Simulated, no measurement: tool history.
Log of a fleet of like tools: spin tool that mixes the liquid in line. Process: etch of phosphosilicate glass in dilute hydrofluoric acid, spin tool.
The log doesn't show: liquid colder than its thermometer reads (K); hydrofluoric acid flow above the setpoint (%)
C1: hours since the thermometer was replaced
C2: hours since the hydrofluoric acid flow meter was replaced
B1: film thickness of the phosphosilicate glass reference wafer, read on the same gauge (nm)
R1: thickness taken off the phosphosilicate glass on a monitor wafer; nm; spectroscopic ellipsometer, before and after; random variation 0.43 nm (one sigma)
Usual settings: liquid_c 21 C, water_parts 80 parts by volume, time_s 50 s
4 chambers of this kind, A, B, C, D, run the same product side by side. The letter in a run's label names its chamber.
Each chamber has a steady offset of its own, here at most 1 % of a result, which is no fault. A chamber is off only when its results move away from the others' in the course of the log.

{"run": "1B", "hour": 7.0, "liquid_c": 21, "water_parts": 80, "time_s": 50, "C1": 876, "C2": 58.6, "B1": 49.983, "R1": 55.51}
{"run": "2D", "hour": 13.1, "liquid_c": 21, "water_parts": 80, "time_s": 50, "C1": 823, "C2": 1272.5, "B1": 49.968, "R1": 54.437}
{"run": "3A", "hour": 18.7, "liquid_c": 21, "water_parts": 80, "time_s": 50, "C1": 697.3, "C2": 1559.6, "B1": 50.016, "R1": 55.268}
{"run": "4C", "hour": 26.9, "liquid_c": 21, "water_parts": 80, "time_s": 50, "C1": 353.4, "C2": 300.3, "B1": 49.982, "R1": 54.534}
{"run": "5B", "hour": 33.0, "liquid_c": 21, "water_parts": 80, "time_s": 50, "C1": 902, "C2": 84.6, "B1": 49.971, "R1": 55.222}
{"run": "6D", "hour": 41.6, "liquid_c": 24, "water_parts": 80, "time_s": 25, "C1": 851.5, "C2": 1301, "B1": 49.97, "R1": 30.813}
{"run": "7A", "hour": 46.5, "liquid_c": 24, "water_parts": 80, "time_s": 25, "C1": 725.1, "C2": 1587.4, "B1": 49.984, "R1": 31.246}
{"run": "8C", "hour": 54.1, "liquid_c": 24, "water_parts": 80, "time_s": 25, "C1": 380.6, "C2": 327.5, "B1": 50.034, "R1": 30.797}
{"run": "9B", "hour": 59.6, "liquid_c": 24, "water_parts": 80, "time_s": 25, "C1": 928.6, "C2": 111.2, "B1": 50.025, "R1": 31.122}
{"run": "10A", "hour": 66.1, "liquid_c": 21, "water_parts": 80, "time_s": 50, "C1": 744.7, "C2": 1607, "B1": 50.004, "R1": 55.183}
{"run": "11D", "hour": 71.6, "liquid_c": 24, "water_parts": 80, "time_s": 50, "C1": 881.5, "C2": 1331, "B1": 50.047, "R1": 62.749}
{"run": "12C", "hour": 78.4, "liquid_c": 24, "water_parts": 80, "time_s": 50, "C1": 404.9, "C2": 351.8, "B1": 50.013, "R1": 61.282}
{"run": "13C", "hour": 86.1, "liquid_c": 24, "water_parts": 80, "time_s": 50, "C1": 412.6, "C2": 359.5, "B1": 50.005, "R1": 61.565}
{"run": "14A", "hour": 90.2, "liquid_c": 24, "water_parts": 80, "time_s": 50, "C1": 768.8, "C2": 1631.1, "B1": 50.008, "R1": 61.65}
{"run": "15B", "hour": 96.3, "liquid_c": 17, "water_parts": 55, "time_s": 50, "C1": 965.3, "C2": 147.9, "B1": 50.078, "R1": 70.398}
{"run": "16D", "hour": 101.0, "liquid_c": 17, "water_parts": 55, "time_s": 50, "C1": 910.9, "C2": 1360.4, "B1": 49.982, "R1": 71.342}
{"run": "17A", "hour": 108.1, "liquid_c": 17, "water_parts": 55, "time_s": 50, "C1": 786.7, "C2": 1649, "B1": 50.026, "R1": 69.352}
{"run": "18C", "hour": 114.4, "liquid_c": 17, "water_parts": 55, "time_s": 50, "C1": 440.9, "C2": 387.8, "B1": 50.046, "R1": 69.833}
{"run": "19D", "hour": 121.4, "liquid_c": 21, "water_parts": 80, "time_s": 50, "C1": 931.3, "C2": 1380.8, "B1": 50.006, "R1": 56.386}
{"run": "20B", "hour": 126.4, "liquid_c": 17, "water_parts": 80, "time_s": 60, "C1": 995.4, "C2": 178, "B1": 50.069, "R1": 55.684}
{"run": "21B", "hour": 131.1, "liquid_c": 17, "water_parts": 80, "time_s": 60, "C1": 1000.1, "C2": 182.7, "B1": 49.99, "R1": 55.682}
{"run": "22D", "hour": 136.4, "liquid_c": 17, "water_parts": 80, "time_s": 60, "C1": 946.3, "C2": 1395.8, "B1": 49.968, "R1": 57.823}
{"run": "23C", "hour": 141.5, "liquid_c": 17, "water_parts": 80, "time_s": 60, "C1": 468, "C2": 414.9, "B1": 49.974, "R1": 55.493}
{"run": "24A", "hour": 148.6, "liquid_c": 21, "water_parts": 80, "time_s": 65, "C1": 827.2, "C2": 1689.5, "B1": 49.988, "R1": 71.387}
{"run": "25B", "hour": 154.9, "liquid_c": 21, "water_parts": 80, "time_s": 65, "C1": 1023.9, "C2": 206.5, "B1": 50.005, "R1": 71.175}
{"run": "26D", "hour": 163.7, "liquid_c": 21, "water_parts": 80, "time_s": 65, "C1": 973.6, "C2": 1423.1, "B1": 50.006, "R1": 75.56}
{"run": "27A", "hour": 171.3, "liquid_c": 21, "water_parts": 80, "time_s": 65, "C1": 849.9, "C2": 1712.2, "B1": 50.036, "R1": 71.741}
{"run": "28C", "hour": 179.1, "liquid_c": 21, "water_parts": 80, "time_s": 50, "C1": 505.6, "C2": 452.5, "B1": 50.014, "R1": 54.841}

Next, every chamber runs the same settings. What will each give?
{"run": "29A", "hour": 185.8, "liquid_c": 21, "water_parts": 115, "time_s": 50, "R1": "?"}
{"run": "29B", "hour": 185.8, "liquid_c": 21, "water_parts": 115, "time_s": 50, "R1": "?"}
{"run": "29C", "hour": 185.8, "liquid_c": 21, "water_parts": 115, "time_s": 50, "R1": "?"}
{"run": "29D", "hour": 185.8, "liquid_c": 21, "water_parts": 115, "time_s": 50, "R1": "?"}

run=29A R1=36.64
run=29B R1=36.575
run=29C R1=35.891
run=29D R1=39.247
